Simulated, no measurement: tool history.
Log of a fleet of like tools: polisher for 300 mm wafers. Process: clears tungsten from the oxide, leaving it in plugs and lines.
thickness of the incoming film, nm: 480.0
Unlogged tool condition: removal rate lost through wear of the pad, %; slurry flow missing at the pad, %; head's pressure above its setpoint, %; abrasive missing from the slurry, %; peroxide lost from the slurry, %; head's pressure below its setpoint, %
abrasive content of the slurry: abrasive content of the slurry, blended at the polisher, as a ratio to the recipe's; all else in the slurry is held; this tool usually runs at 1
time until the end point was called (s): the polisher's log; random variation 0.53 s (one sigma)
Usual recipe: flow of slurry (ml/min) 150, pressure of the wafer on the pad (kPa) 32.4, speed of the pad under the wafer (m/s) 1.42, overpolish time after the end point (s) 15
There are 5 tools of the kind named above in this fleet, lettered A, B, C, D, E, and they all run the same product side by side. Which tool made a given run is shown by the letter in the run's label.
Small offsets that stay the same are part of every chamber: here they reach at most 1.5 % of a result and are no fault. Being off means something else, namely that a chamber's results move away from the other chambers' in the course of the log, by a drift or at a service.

run	hour	flow of slurry (ml/min)	pressure of the wafer on the pad (kPa)	speed of the pad under the wafer (m/s)	abrasive content of the slurry	overpolish time after the end point (s)	wafers polished on this pad	hours since the slurry nozzle was cleaned	hours since the head pressure was calibrated	hours since the slurry blender was calibrated	hours since the slurry got fresh peroxide	time until the end point was called (s)
# hour 1.5: chamber A: worn pad replaced by a new one
# hour 6.5: chamber E: worn pad replaced by a new one
1C	8.3	150	32.4	1.42	1	15	725	453.3	420.8	185.7	23.3	61.437
# hour 13.7: chamber D: slurry blender recalibrated
2E	14.6	150	32.4	1.42	1	15	105	590.3	924.8	84.1	32.9	61.589
# hour 15: chamber C: worn pad replaced by a new one
3D	23.5	150	32.4	1.42	1	15	423	334.6	184.4	9.8	61.3	62.775
# hour 25: chamber B: slurry tank refilled with fresh slurry and peroxide
4B	28.4	150	32.4	1.42	1	15	1207	101.8	253.1	80.7	3.5	61.357
# hour 32.2: chamber E: slurry blender recalibrated
# hour 32.5: chamber E: slurry tank refilled with fresh slurry and peroxide
5A	35.5	150	32.4	1.42	1	15	439	440.8	440.6	220.9	144	62.548
# hour 38.8: chamber C: slurry tank refilled with fresh slurry and peroxide
# hour 43.1: chamber B: worn pad replaced by a new one
6D	43.1	150	32.4	1.42	1	15	676	354.2	204	29.4	80.9	62.159
7C	47.5	150	32.4	1.42	1.15	15	419	492.5	460	224.9	8.7	59.474
8A	53.6	150	32.4	1.42	1.15	15	672	458.9	458.7	239	162.1	60.236
# hour 54.2: chamber E: worn pad replaced by a new one
# hour 55.1: chamber D: slurry tank refilled with fresh slurry and peroxide
# hour 55.2: chamber D: worn pad replaced by a new one
9E	62.5	150	32.4	1.42	1.15	15	108	638.2	972.7	30.4	30	60.246
# hour 65.7: chamber A: worn pad replaced by a new one
10B	69	150	32.4	1.42	1.15	15	334	142.4	293.7	121.3	44.1	59.714
# hour 73.3: chamber E: slurry tank refilled with fresh slurry and peroxide
11C	75.5	150	32.4	1.42	1.15	15	780	520.5	488	252.9	36.7	59.838
# hour 75.9: chamber B: slurry tank refilled with fresh slurry and peroxide
# hour 76.9: chamber A: slurry tank refilled with fresh slurry and peroxide
# hour 81.1: chamber C: slurry tank refilled with fresh slurry and peroxide
# hour 83.1: chamber C: worn pad replaced by a new one
12E	83.7	150	32.4	1.42	1	15	381	659.4	993.9	51.6	10.4	61.864
13D	91.4	150	32.4	1.42	1	15	467	402.5	252.3	77.7	36.3	61.486
# hour 96.2: chamber B: head pressure recalibrated
# hour 98.5: chamber C: slurry blender recalibrated
14A	99.9	120	32.4	1.42	1	15	441	505.2	505	285.3	23.1	65.1
15B	104.2	120	32.4	1.42	1	15	788	177.6	8	156.5	28.3	69.193
# hour 105: chamber E: worn pad replaced by a new one
# hour 105.6: chamber D: slurry nozzle cleaned
# hour 108.3: chamber D: worn pad replaced by a new one
16E	111.8	120	32.4	1.42	1	15	88	687.5	1022	79.7	38.5	64.196
# hour 114.8: chamber E: slurry tank refilled with fresh slurry and peroxide
# hour 115.8: chamber B: slurry blender recalibrated
17C	117.8	120	32.4	1.42	1	15	448	562.8	530.3	19.4	36.7	64.293
18A	124.8	120	32.4	1.42	1	15	762	530.1	529.9	310.2	48	64.965
# hour 125.3: chamber C: slurry tank refilled with fresh slurry and peroxide
# hour 126.5: chamber E: slurry blender recalibrated
# hour 130.6: chamber B: slurry tank refilled with fresh slurry and peroxide
19B	132.5	150	32.4	1.42	1	15	1153	205.9	36.3	16.8	1.9	66.476
# hour 132.8: chamber B: worn pad replaced by a new one
20D	140.4	150	32.4	1.42	1	15	415	34.9	301.3	126.7	85.3	62.883
# hour 141.6: chamber C: worn pad replaced by a new one
# hour 143.5: chamber A: worn pad replaced by a new one
21A	145.4	150	32.4	1.42	1	15	24	550.7	550.5	330.8	68.6	62.429
22C	151.8	195	23.4	1.42	1	15	131	596.8	564.3	53.4	26.5	81.322
# hour 155: chamber E: worn pad replaced by a new one
23D	155.9	195	23.4	1.42	1	15	614	50.4	316.8	142.2	100.8	82.191
24B	161.6	195	23.4	1.42	1	15	371	235	65.4	45.9	31	86.206
# hour 163.4: chamber D: slurry tank refilled with fresh slurry and peroxide
# hour 166.3: chamber E: slurry tank refilled with fresh slurry and peroxide
25E	167.1	195	23.4	1.42	1	15	157	742.8	1077.3	40.7	0.8	81.187
# hour 170.8: chamber C: slurry nozzle cleaned
# hour 171.6: chamber D: worn pad replaced by a new one
26C	174.5	195	23.4	1.42	1	15	424	3.7	587	76.1	49.2	81.531
# hour 177.1: chamber C: slurry tank refilled with fresh slurry and peroxide
# hour 178.2: chamber B: slurry tank refilled with fresh slurry and peroxide
27B	178.8	150	32.4	1.42	1	15	593	252.2	82.6	63.1	0.7	66.066
28E	186	150	32.4	1.42	1	15	400	761.7	1096.2	59.6	19.7	61.371
29D	190.8	150	32.4	1.42	1	15	248	85.3	351.7	177.1	27.4	61.616
30A	194.9	150	32.4	1.42	1	15	663	600.2	600	380.3	118.1	63.093
31E	198.9	150	32.4	1.42	1	15	567	774.6	1109.1	72.5	32.6	60.822
32A	207.2	150	32.4	1.42	1	15	821	612.5	612.3	392.6	130.4	62.823
# hour 208.4: chamber C: worn pad replaced by a new one
33C	213.9	150	32.4	1.42	1	15	72	43.1	626.4	115.5	36.8	61.279
34B	221.6	150	32.4	1.42	1	15	1145	295	125.4	105.9	43.5	66.429
35D	229.3	150	32.4	1.42	1	15	744	123.8	390.2	215.6	65.9	62.426
# hour 232.8: chamber D: worn pad replaced by a new one
36D	237.2	150	32.4	1.42	1	15	57	131.7	398.1	223.5	73.8	62.337

Predict what each chamber gives when all 5 of them run the settings below next.
37A	243.7	195	32.4	1.42	1	15						?
37B	243.7	195	32.4	1.42	1	15						?
37C	243.7	195	32.4	1.42	1	15						?
37D	243.7	195	32.4	1.42	1	15						?
37E	243.7	195	32.4	1.42	1	15						?

run	time until the end point was called (s)
37A	60.603
37B	63.204
37C	59.15
37D	59.313
37E	58.599
